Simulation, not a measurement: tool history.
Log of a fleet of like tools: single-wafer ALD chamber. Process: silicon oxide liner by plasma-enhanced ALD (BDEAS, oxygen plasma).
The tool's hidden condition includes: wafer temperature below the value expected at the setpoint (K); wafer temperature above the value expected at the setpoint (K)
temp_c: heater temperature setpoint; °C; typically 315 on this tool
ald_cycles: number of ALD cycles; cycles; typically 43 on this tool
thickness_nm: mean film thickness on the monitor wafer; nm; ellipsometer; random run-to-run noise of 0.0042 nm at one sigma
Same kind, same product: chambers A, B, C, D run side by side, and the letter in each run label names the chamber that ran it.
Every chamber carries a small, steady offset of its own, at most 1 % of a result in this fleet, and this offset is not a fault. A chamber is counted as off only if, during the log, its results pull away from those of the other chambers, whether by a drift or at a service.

run	hour	temp_c	ald_cycles	hours since the last thermocouple change	read-back reference wafer on the same gauge, thickness_nm	thickness_nm
1C	7.4	315	43	2339.5	3.7505	3.9522
2A	16.4	315	43	473.2	3.7511	3.8919
3D	20.7	315	43	398.3	3.7511	3.9439
4B	26.2	315	43	693.3	3.7514	3.9034
5D	32.8	315	43	410.4	3.7528	3.9387
6B	39.1	315	43	706.2	3.7534	3.906
7C	43.9	315	43	2376	3.7527	3.9527
8A	51.1	315	43	507.9	3.7538	3.9012
9B	57.4	315	43	724.5	3.7538	3.9098
10C	62	315	37	2394.1	3.754	3.4005
11A	69.7	315	37	526.5	3.7542	3.3623
12D	75.1	315	37	452.7	3.7567	3.402
13C	80.1	315	37	2412.2	3.7566	3.4038
14D	86.8	301	43	464.4	3.7561	4.0307
15B	93.2	301	43	760.3	3.7566	3.9827
16A	99.2	301	43	556	3.7568	3.984
17D	104.6	301	43	482.2	3.7576	4.0363
18B	109.8	315	43	776.9	3.7575	3.9128
19A	115.8	315	43	572.6	3.7577	3.9061
20C	124.6	303	49	2456.7	3.7586	4.5919
21A	131.6	303	49	588.4	3.7585	4.5209
22B	139.8	303	49	806.9	3.7594	4.5413
23C	144.7	303	49	2476.8	3.7595	4.598
24D	152.3	315	43	529.9	3.761	3.9587
25B	157.2	315	43	824.3	3.7603	3.9148
26D	163.5	315	43	541.1	3.7616	3.9561
27C	171.1	315	43	2503.2	3.7614	3.9627
28A	178.9	315	43	635.7	3.7622	3.905
29B	185.6	315	43	852.7	3.7627	3.9143
30A	191.3	315	43	648.1	3.7625	3.9134
31C	200.1	308	38	2532.2	3.7625	3.5362
32D	207.9	308	38	585.5	3.7638	3.5391
33B	216.4	308	38	883.5	3.7642	3.4945
34C	222.9	308	38	2555	3.7654	3.5414
35D	227.1	315	43	604.7	3.7656	3.9661
36A	234.5	315	43	691.3	3.7649	3.9073
37A	243.1	315	43	699.9	3.7651	3.9051

All chambers now run identical settings, listed one chamber a line with results as question marks. What results will each chamber show?
38A	249.8	326	43			?
38B	249.8	326	43			?
38C	249.8	326	43			?
38D	249.8	326	43			?

run	thickness_nm
38A	3.8529
38B	3.8597
38C	3.8996
38D	3.8993
